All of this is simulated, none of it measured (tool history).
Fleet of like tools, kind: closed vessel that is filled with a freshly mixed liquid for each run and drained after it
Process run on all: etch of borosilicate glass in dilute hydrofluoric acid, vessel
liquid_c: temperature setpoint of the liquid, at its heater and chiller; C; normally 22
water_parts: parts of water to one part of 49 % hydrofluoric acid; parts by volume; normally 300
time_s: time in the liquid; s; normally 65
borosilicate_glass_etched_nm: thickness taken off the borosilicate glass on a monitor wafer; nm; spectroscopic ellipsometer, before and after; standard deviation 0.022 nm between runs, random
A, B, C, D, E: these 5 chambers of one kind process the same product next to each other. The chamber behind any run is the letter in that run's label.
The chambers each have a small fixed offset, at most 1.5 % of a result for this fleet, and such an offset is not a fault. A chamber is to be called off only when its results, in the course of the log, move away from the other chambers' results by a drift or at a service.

run,hour,liquid_c,water_parts,time_s,hours since the thermometer was replaced,hours since the hydrofluoric acid flow meter was replaced,"read-back film thickness of the borosilicate glass reference wafer, read on the same gauge (nm)",borosilicate_glass_etched_nm
1E,9.1,22,300,65,840.6,1054,29.991,4.0571
2C,16.7,22,300,65,99.5,1713.6,30,4.1408
3D,28.1,22,300,65,225.6,2325.8,30.013,4.143
4A,35.2,22,300,65,2144.5,177.2,29.992,4.0936
5B,44.9,22,430,65,147.7,819.5,30.004,2.5794
6E,57.2,22,430,65,888.7,1102.1,30.017,2.5728
7C,64.7,22,430,65,147.5,1761.6,29.999,2.5887
8B,74.4,22,430,65,177.2,849,29.991,2.5735
9A,86.4,22,430,65,2195.7,228.4,29.996,2.54
10D,95.6,22,300,65,293.1,2393.3,29.995,4.1938
11B,104.6,22,300,65,207.4,879.2,30.008,4.154
12C,117.7,22,300,65,200.5,1814.6,30.006,4.1345
13D,127.8,22,300,65,325.3,2425.5,29.992,4.1538
# hour 130.2: chamber D: hydrofluoric acid flow meter replaced
14E,134.5,22,300,65,966,1179.4,30.004,4.0719
15A,143.3,22,300,65,2252.6,285.3,30.008,4.1189
16B,150,22,300,65,252.8,924.6,30.006,4.136
17C,157.9,22,300,65,240.7,1854.8,29.988,4.1472
18E,169.6,22,300,65,1001.1,1214.5,30.017,4.1119
19A,178.3,22,300,65,2287.6,320.3,30.014,4.0932
20D,187.8,22,300,65,385.3,57.7,29.996,4.17
21C,201.5,22,300,65,284.3,1898.4,30.012,4.2
22D,211.6,22,300,65,409.1,81.5,29.989,4.2282
23E,222.3,22,300,65,1053.8,1267.2,29.992,4.0763
24B,230.5,22,300,65,333.3,1005.1,29.987,4.1807
25A,243.1,22,300,65,2352.4,385.1,30.007,4.0717
26E,255.5,22,300,65,1087,1300.4,30.019,4.0932
27A,262,24.5,300,65,2371.3,404,29.99,4.537
28D,269.1,24.5,300,65,466.6,139,30.02,4.5707
29B,278.2,24.5,300,65,381,1052.8,30.005,4.5875
# hour 280.7: chamber A: thermometer replaced
30C,287.5,24.5,300,65,370.3,1984.4,29.998,4.5287
31B,296.1,24.5,300,65,398.9,1070.7,30.001,4.581
32E,306.3,22,300,65,1137.8,1351.2,30.005,4.0844
33D,315.6,22,395,65,513.1,185.5,30.007,2.9917
34C,327.1,22,395,65,409.9,2024,30.003,2.8771
35A,336.9,22,395,65,56.2,478.9,30.007,2.882
# hour 344.1: chamber C: hydrofluoric acid flow meter replaced
36B,348.3,22,395,65,451.1,1122.9,30.001,2.9113
37A,357.3,22,395,65,76.6,499.3,29.998,2.8683
38E,368.5,22,300,65,1200,1413.4,30.006,4.0725
39D,381.7,22,300,65,579.2,251.6,29.986,4.3412
40C,393.8,22,300,65,476.6,49.8,29.978,4.1617
41D,403.7,22,300,65,601.2,273.6,30.014,4.2762

Next, every chamber runs the same settings. What will each give?
42A,413.7,22,300,65,,,,?
42B,413.7,22,300,65,,,,?
42C,413.7,22,300,65,,,,?
42D,413.7,22,300,65,,,,?
42E,413.7,22,300,65,,,,?

run,borosilicate_glass_etched_nm
42A,4.1066
42B,4.1676
42C,4.1325
42D,4.3318
42E,4.0827
